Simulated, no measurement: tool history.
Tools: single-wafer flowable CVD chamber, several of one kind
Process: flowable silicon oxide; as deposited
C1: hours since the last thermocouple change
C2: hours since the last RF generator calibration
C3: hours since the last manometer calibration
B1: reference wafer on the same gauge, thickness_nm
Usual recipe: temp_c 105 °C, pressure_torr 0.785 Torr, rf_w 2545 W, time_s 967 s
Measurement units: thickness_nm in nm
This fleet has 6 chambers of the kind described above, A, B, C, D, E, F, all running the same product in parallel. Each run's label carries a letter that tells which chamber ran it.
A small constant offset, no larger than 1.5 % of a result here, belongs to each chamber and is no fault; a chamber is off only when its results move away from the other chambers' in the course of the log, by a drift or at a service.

Run 1E, hour 6.6: usual settings; C1 519.3; C2 2424.3; C3 966.9; B1 509.99. Result: thickness_nm 502.86 nm.
Run 2F, hour 10.1: usual settings; C1 1252.2; C2 899.1; C3 2731.7; B1 509.63. Result: thickness_nm 509.27 nm.
Run 3A, hour 16.4: usual settings; C1 98.3; C2 151.8; C3 1655.7; B1 510.11. Result: thickness_nm 503.29 nm.
Run 4C, hour 21.3: usual settings; C1 856.0; C2 982.5; C3 1042.3; B1 510.06. Result: thickness_nm 506.87 nm.
Run 5B, hour 27.6: usual settings; C1 1777.1; C2 667.7; C3 989.7; B1 509.92. Result: thickness_nm 499.49 nm.
Run 6D, hour 32.2: usual settings; C1 808.0; C2 700.5; C3 965.4; B1 510.80. Result: thickness_nm 504.24 nm.
Run 7E, hour 38.4: usual settings; C1 551.1; C2 2456.1; C3 998.7; B1 509.93. Result: thickness_nm 503.43 nm.
Run 8C, hour 41.6: usual settings but temp_c 91 °C; C1 876.3; C2 1002.8; C3 1062.6; B1 510.09. Result: thickness_nm 814.16 nm.
Run 9A, hour 46.2: usual settings but temp_c 91 °C; C1 128.1; C2 181.6; C3 1685.5; B1 509.44. Result: thickness_nm 803.31 nm.
Run 10F, hour 51.4: usual settings but temp_c 91 °C; C1 1293.5; C2 940.4; C3 2773.0; B1 510.21. Result: thickness_nm 814.65 nm.
At hour 53.5: chamber F: capacitance manometer re-zeroed and calibrated.
Run 11B, hour 56.1: usual settings but temp_c 91 °C; C1 1805.6; C2 696.2; C3 1018.2; B1 510.40. Result: thickness_nm 787.10 nm.
Run 12D, hour 61.0: usual settings but temp_c 91 °C; C1 836.8; C2 729.3; C3 994.2; B1 510.27. Result: thickness_nm 795.35 nm.
At hour 66.1: chamber A: capacitance manometer re-zeroed and calibrated.
Run 13C, hour 67.9: usual settings but temp_c 91 °C; C1 902.6; C2 1029.1; C3 1088.9; B1 510.51. Result: thickness_nm 811.17 nm.
Run 14D, hour 74.1: usual settings; C1 849.9; C2 742.4; C3 1007.3; B1 510.12. Result: thickness_nm 504.72 nm.
Run 15F, hour 77.5: usual settings; C1 1319.6; C2 966.5; C3 24.0; B1 509.66. Result: thickness_nm 507.14 nm.
Run 16A, hour 81.0: usual settings but rf_w 2900 W; C1 162.9; C2 216.4; C3 14.9; B1 509.88. Result: thickness_nm 509.78 nm.
Run 17B, hour 86.1: usual settings but rf_w 2900 W; C1 1835.6; C2 726.2; C3 1048.2; B1 510.68. Result: thickness_nm 505.05 nm.
Run 18E, hour 91.8: usual settings but rf_w 2900 W; C1 604.5; C2 2509.5; C3 1052.1; B1 509.52. Result: thickness_nm 509.95 nm.
Run 19C, hour 97.7: usual settings but rf_w 2900 W; C1 932.4; C2 1058.9; C3 1118.7; B1 510.24. Result: thickness_nm 514.79 nm.
Run 20B, hour 101.2: usual settings but rf_w 2900 W; C1 1850.7; C2 741.3; C3 1063.3; B1 509.88. Result: thickness_nm 508.57 nm.
Run 21E, hour 105.9: usual settings but rf_w 2900 W; C1 618.6; C2 2523.6; C3 1066.2; B1 509.89. Result: thickness_nm 513.08 nm.
Run 22F, hour 111.5: usual settings; C1 1353.6; C2 1000.5; C3 58.0; B1 510.32. Result: thickness_nm 507.57 nm.
Run 23D, hour 115.1: usual settings; C1 890.9; C2 783.4; C3 1048.3; B1 510.21. Result: thickness_nm 504.98 nm.
Run 24A, hour 120.5: usual settings; C1 202.4; C2 255.9; C3 54.4; B1 509.96. Result: thickness_nm 500.15 nm.
Run 25A, hour 127.1: usual settings but rf_w 2725 W; C1 209.0; C2 262.5; C3 61.0; B1 510.13. Result: thickness_nm 503.93 nm.
Run 26D, hour 131.7: usual settings but rf_w 2725 W; C1 907.5; C2 800.0; C3 1064.9; B1 510.16. Result: thickness_nm 508.92 nm.
Run 27C, hour 137.1: usual settings but rf_w 2725 W; C1 971.8; C2 1098.3; C3 1158.1; B1 510.36. Result: thickness_nm 511.79 nm.
Run 28E, hour 141.1: usual settings but rf_w 2725 W; C1 653.8; C2 2558.8; C3 1101.4; B1 509.80. Result: thickness_nm 508.07 nm.
Run 29B, hour 145.7: usual settings but rf_w 2725 W; C1 1895.2; C2 785.8; C3 1107.8; B1 510.17. Result: thickness_nm 503.61 nm.
At hour 145.9: chamber D: RF generator calibrated.
Run 30F, hour 148.7: usual settings but rf_w 2725 W; C1 1390.8; C2 1037.7; C3 95.2; B1 509.91. Result: thickness_nm 510.21 nm.
Run 31B, hour 154.7: usual settings; C1 1904.2; C2 794.8; C3 1116.8; B1 510.49. Result: thickness_nm 499.08 nm.
Run 32A, hour 160.7: usual settings; C1 242.6; C2 296.1; C3 94.6; B1 509.86. Result: thickness_nm 503.40 nm.
At hour 162.6: chamber E: RF generator calibrated.
Run 33D, hour 165.3: usual settings; C1 941.1; C2 19.4; C3 1098.5; B1 509.81. Result: thickness_nm 506.13 nm.
At hour 168.9: chamber C: RF generator calibrated.
Run 34F, hour 171.3: usual settings; C1 1413.4; C2 1060.3; C3 117.8; B1 509.73. Result: thickness_nm 508.04 nm.
Run 35E, hour 178.1: usual settings but pressure_torr 0.710 Torr, rf_w 2115 W; C1 690.8; C2 15.6; C3 1138.4; B1 510.07. Result: thickness_nm 427.13 nm.
Run 36C, hour 184.4: usual settings but pressure_torr 0.710 Torr, rf_w 2115 W; C1 1019.1; C2 15.5; C3 1205.4; B1 509.92. Result: thickness_nm 430.29 nm.

Predict what each chamber gives when all 6 of them run the settings below next.
Run 37A, hour 189.4: usual settings. Result: thickness_nm ?.
Run 37B, hour 189.4: usual settings. Result: thickness_nm ?.
Run 37C, hour 189.4: usual settings. Result: thickness_nm ?.
Run 37D, hour 189.4: usual settings. Result: thickness_nm ?.
Run 37E, hour 189.4: usual settings. Result: thickness_nm ?.
Run 37F, hour 189.4: usual settings. Result: thickness_nm ?.

run  thickness_nm
37A        501.63
37B        495.43
37C        506.33
37D        506.24
37E        505.84
37F        509.53

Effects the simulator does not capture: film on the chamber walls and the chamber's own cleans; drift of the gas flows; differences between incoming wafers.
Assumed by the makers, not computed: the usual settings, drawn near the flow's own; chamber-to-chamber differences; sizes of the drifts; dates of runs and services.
